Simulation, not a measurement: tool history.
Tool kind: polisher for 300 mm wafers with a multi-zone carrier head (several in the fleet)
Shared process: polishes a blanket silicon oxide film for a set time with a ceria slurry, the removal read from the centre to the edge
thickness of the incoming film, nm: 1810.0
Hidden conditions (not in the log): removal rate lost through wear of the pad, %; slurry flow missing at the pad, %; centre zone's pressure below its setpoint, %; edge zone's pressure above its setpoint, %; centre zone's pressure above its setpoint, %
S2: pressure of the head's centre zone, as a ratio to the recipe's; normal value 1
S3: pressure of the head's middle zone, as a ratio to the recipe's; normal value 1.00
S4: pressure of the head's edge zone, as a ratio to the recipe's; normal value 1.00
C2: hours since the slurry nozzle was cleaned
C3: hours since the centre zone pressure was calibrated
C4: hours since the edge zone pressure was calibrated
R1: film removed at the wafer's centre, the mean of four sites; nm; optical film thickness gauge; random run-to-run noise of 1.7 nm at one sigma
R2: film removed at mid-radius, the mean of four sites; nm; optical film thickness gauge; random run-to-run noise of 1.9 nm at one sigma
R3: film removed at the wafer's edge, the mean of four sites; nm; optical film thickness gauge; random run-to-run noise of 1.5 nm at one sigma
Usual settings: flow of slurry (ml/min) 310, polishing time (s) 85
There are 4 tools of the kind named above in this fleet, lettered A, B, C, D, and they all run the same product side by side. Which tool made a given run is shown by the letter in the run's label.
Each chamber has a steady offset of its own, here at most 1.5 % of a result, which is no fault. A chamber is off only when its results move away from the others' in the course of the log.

-- hour=0.2 chamber B: worn pad replaced by a new one
run 1C hour=10.1 | flow_of_slurry_(ml/min)=310 S2=1 S3=1.00 S4=1.00 polishing_time_(s)=85 | wafers_polished_on_this_pad=150 C2=723.2 C3=526.2 C4=393.2 | R1=179.31 R2=183.56 R3=182.51
run 2B hour=16.8 | flow_of_slurry_(ml/min)=310 S2=1 S3=1.00 S4=1.00 polishing_time_(s)=85 | wafers_polished_on_this_pad=123 C2=121.6 C3=311.3 C4=684.5 | R1=183.55 R2=181.77 R3=181.54
-- hour=18.0 chamber A: worn pad replaced by a new one
run 3D hour=28.2 | flow_of_slurry_(ml/min)=310 S2=1 S3=1.00 S4=1.00 polishing_time_(s)=85 | wafers_polished_on_this_pad=398 C2=220.3 C3=286.3 C4=556.2 | R1=182.27 R2=178.34 R3=180.27
run 4A hour=38.7 | flow_of_slurry_(ml/min)=310 S2=1 S3=1.00 S4=1.00 polishing_time_(s)=85 | wafers_polished_on_this_pad=154 C2=652.4 C3=294.4 C4=525.6 | R1=183.51 R2=184.74 R3=185.63
-- hour=44.2 chamber C: edge zone pressure recalibrated
run 5C hour=46.7 | flow_of_slurry_(ml/min)=310 S2=1 S3=1.00 S4=1.00 polishing_time_(s)=85 | wafers_polished_on_this_pad=421 C2=759.8 C3=562.8 C4=2.6 | R1=181.33 R2=181.14 R3=180.70
run 6A hour=54.9 | flow_of_slurry_(ml/min)=310 S2=1 S3=1.00 S4=1.00 polishing_time_(s)=85 | wafers_polished_on_this_pad=274 C2=668.6 C3=310.6 C4=541.8 | R1=183.66 R2=182.24 R3=183.63
-- hour=56.7 chamber D: worn pad replaced by a new one
run 7B hour=62.3 | flow_of_slurry_(ml/min)=310 S2=1 S3=1.00 S4=1.00 polishing_time_(s)=85 | wafers_polished_on_this_pad=460 C2=167.1 C3=356.8 C4=730.0 | R1=181.12 R2=181.08 R3=180.69
run 8D hour=69.4 | flow_of_slurry_(ml/min)=265 S2=1 S3=1.00 S4=1.00 polishing_time_(s)=85 | wafers_polished_on_this_pad=94 C2=261.5 C3=327.5 C4=597.4 | R1=179.33 R2=179.18 R3=181.58
run 9D hour=74.7 | flow_of_slurry_(ml/min)=265 S2=1 S3=1.00 S4=1.00 polishing_time_(s)=85 | wafers_polished_on_this_pad=133 C2=266.8 C3=332.8 C4=602.7 | R1=181.87 R2=182.21 R3=179.36
run 10C hour=84.2 | flow_of_slurry_(ml/min)=265 S2=1 S3=1.00 S4=1.00 polishing_time_(s)=85 | wafers_polished_on_this_pad=699 C2=797.3 C3=600.3 C4=40.1 | R1=176.63 R2=177.81 R3=177.39
run 11B hour=95.4 | flow_of_slurry_(ml/min)=265 S2=1 S3=1.00 S4=1.00 polishing_time_(s)=85 | wafers_polished_on_this_pad=705 C2=200.2 C3=389.9 C4=763.1 | R1=180.73 R2=177.28 R3=179.42
-- hour=101.5 chamber C: slurry nozzle cleaned
run 12A hour=103.9 | flow_of_slurry_(ml/min)=310 S2=1 S3=1.00 S4=1.00 polishing_time_(s)=85 | wafers_polished_on_this_pad=637 C2=717.6 C3=359.6 C4=590.8 | R1=188.47 R2=181.87 R3=184.86
-- hour=105.0 chamber B: worn pad replaced by a new one
-- hour=109.0 chamber A: slurry nozzle cleaned
run 13B hour=113.0 | flow_of_slurry_(ml/min)=310 S2=1 S3=0.93 S4=1.00 polishing_time_(s)=64 | wafers_polished_on_this_pad=59 C2=217.8 C3=407.5 C4=780.7 | R1=136.24 R2=129.88 R3=137.40
-- hour=113.8 chamber C: centre zone pressure recalibrated
run 14A hour=123.1 | flow_of_slurry_(ml/min)=310 S2=1 S3=0.93 S4=1.00 polishing_time_(s)=64 | wafers_polished_on_this_pad=779 C2=14.2 C3=378.8 C4=610.0 | R1=136.05 R2=128.33 R3=138.63
run 15C hour=132.0 | flow_of_slurry_(ml/min)=310 S2=1 S3=0.93 S4=1.00 polishing_time_(s)=64 | wafers_polished_on_this_pad=1054 C2=30.6 C3=18.2 C4=87.9 | R1=136.33 R2=131.37 R3=135.89
run 16D hour=137.7 | flow_of_slurry_(ml/min)=310 S2=1 S3=0.93 S4=1.00 polishing_time_(s)=64 | wafers_polished_on_this_pad=600 C2=329.8 C3=395.8 C4=665.7 | R1=138.50 R2=129.60 R3=138.94
run 17D hour=148.1 | flow_of_slurry_(ml/min)=310 S2=1 S3=1.00 S4=1.00 polishing_time_(s)=85 | wafers_polished_on_this_pad=677 C2=340.2 C3=406.2 C4=676.1 | R1=182.50 R2=179.98 R3=180.22
-- hour=155.6 chamber C: worn pad replaced by a new one
run 18C hour=159.6 | flow_of_slurry_(ml/min)=310 S2=1 S3=1.00 S4=1.00 polishing_time_(s)=85 | wafers_polished_on_this_pad=30 C2=58.2 C3=45.8 C4=115.5 | R1=179.67 R2=185.23 R3=180.97
-- hour=162.0 chamber A: worn pad replaced by a new one
-- hour=165.2 chamber D: worn pad replaced by a new one
run 19A hour=166.5 | flow_of_slurry_(ml/min)=310 S2=1 S3=1.00 S4=1.00 polishing_time_(s)=85 | wafers_polished_on_this_pad=33 C2=57.6 C3=422.2 C4=653.4 | R1=175.51 R2=182.50 R3=183.90
-- hour=171.6 chamber D: slurry nozzle cleaned
run 20B hour=173.7 | flow_of_slurry_(ml/min)=310 S2=1 S3=1.00 S4=1.00 polishing_time_(s)=85 | wafers_polished_on_this_pad=509 C2=278.5 C3=468.2 C4=841.4 | R1=185.12 R2=181.29 R3=179.46
run 21C hour=179.5 | flow_of_slurry_(ml/min)=310 S2=1 S3=1.00 S4=1.00 polishing_time_(s)=85 | wafers_polished_on_this_pad=177 C2=78.1 C3=65.7 C4=135.4 | R1=180.00 R2=183.23 R3=181.68
run 22D hour=184.5 | flow_of_slurry_(ml/min)=310 S2=1 S3=1.00 S4=0.96 polishing_time_(s)=85 | wafers_polished_on_this_pad=143 C2=13.0 C3=442.6 C4=712.5 | R1=182.02 R2=186.54 R3=177.33
run 23B hour=191.4 | flow_of_slurry_(ml/min)=310 S2=1 S3=1.00 S4=0.96 polishing_time_(s)=85 | wafers_polished_on_this_pad=641 C2=296.2 C3=485.9 C4=859.1 | R1=184.88 R2=180.67 R3=176.18
run 24A hour=201.0 | flow_of_slurry_(ml/min)=310 S2=1 S3=1.00 S4=0.96 polishing_time_(s)=85 | wafers_polished_on_this_pad=289 C2=92.1 C3=456.7 C4=687.9 | R1=171.06 R2=183.80 R3=179.74
run 25C hour=206.5 | flow_of_slurry_(ml/min)=310 S2=1 S3=1.00 S4=0.96 polishing_time_(s)=85 | wafers_polished_on_this_pad=377 C2=105.1 C3=92.7 C4=162.4 | R1=178.92 R2=182.25 R3=178.20
run 26B hour=215.0 | flow_of_slurry_(ml/min)=310 S2=1 S3=1.00 S4=1.00 polishing_time_(s)=85 | wafers_polished_on_this_pad=816 C2=319.8 C3=509.5 C4=882.7 | R1=182.87 R2=179.39 R3=180.81
run 27A hour=221.2 | flow_of_slurry_(ml/min)=310 S2=1 S3=1.00 S4=1.00 polishing_time_(s)=85 | wafers_polished_on_this_pad=439 C2=112.3 C3=476.9 C4=708.1 | R1=167.92 R2=183.77 R3=184.21
run 28D hour=229.3 | flow_of_slurry_(ml/min)=310 S2=1 S3=1.00 S4=1.00 polishing_time_(s)=85 | wafers_polished_on_this_pad=475 C2=57.8 C3=487.4 C4=757.3 | R1=185.67 R2=183.82 R3=182.27
run 29C hour=240.2 | flow_of_slurry_(ml/min)=310 S2=1 S3=1.00 S4=1.00 polishing_time_(s)=85 | wafers_polished_on_this_pad=627 C2=138.8 C3=126.4 C4=196.1 | R1=179.00 R2=182.55 R3=178.84
run 30A hour=248.5 | flow_of_slurry_(ml/min)=310 S2=1 S3=1.00 S4=1.00 polishing_time_(s)=85 | wafers_polished_on_this_pad=641 C2=139.6 C3=504.2 C4=735.4 | R1=165.56 R2=180.47 R3=185.99
run 31D hour=254.8 | flow_of_slurry_(ml/min)=310 S2=1 S3=1.00 S4=1.00 polishing_time_(s)=85 | wafers_polished_on_this_pad=664 C2=83.3 C3=512.9 C4=782.8 | R1=183.08 R2=183.81 R3=182.41

All chambers now run identical settings, listed one chamber a line with results as question marks. What results will each chamber show?
run 32A hour=263.2 | flow_of_slurry_(ml/min)=310 S2=1 S3=1.00 S4=1.00 polishing_time_(s)=85 | R1=? R2=? R3=?
run 32B hour=263.2 | flow_of_slurry_(ml/min)=310 S2=1 S3=1.00 S4=1.00 polishing_time_(s)=85 | R1=? R2=? R3=?
run 32C hour=263.2 | flow_of_slurry_(ml/min)=310 S2=1 S3=1.00 S4=1.00 polishing_time_(s)=85 | R1=? R2=? R3=?
run 32D hour=263.2 | flow_of_slurry_(ml/min)=310 S2=1 S3=1.00 S4=1.00 polishing_time_(s)=85 | R1=? R2=? R3=?

run=32A R1=160.99 R2=181.13 R3=183.15
run=32B R1=180.44 R2=180.00 R3=181.74
run=32C R1=182.01 R2=184.36 R3=180.63
run=32D R1=182.94 R2=184.80 R3=183.31

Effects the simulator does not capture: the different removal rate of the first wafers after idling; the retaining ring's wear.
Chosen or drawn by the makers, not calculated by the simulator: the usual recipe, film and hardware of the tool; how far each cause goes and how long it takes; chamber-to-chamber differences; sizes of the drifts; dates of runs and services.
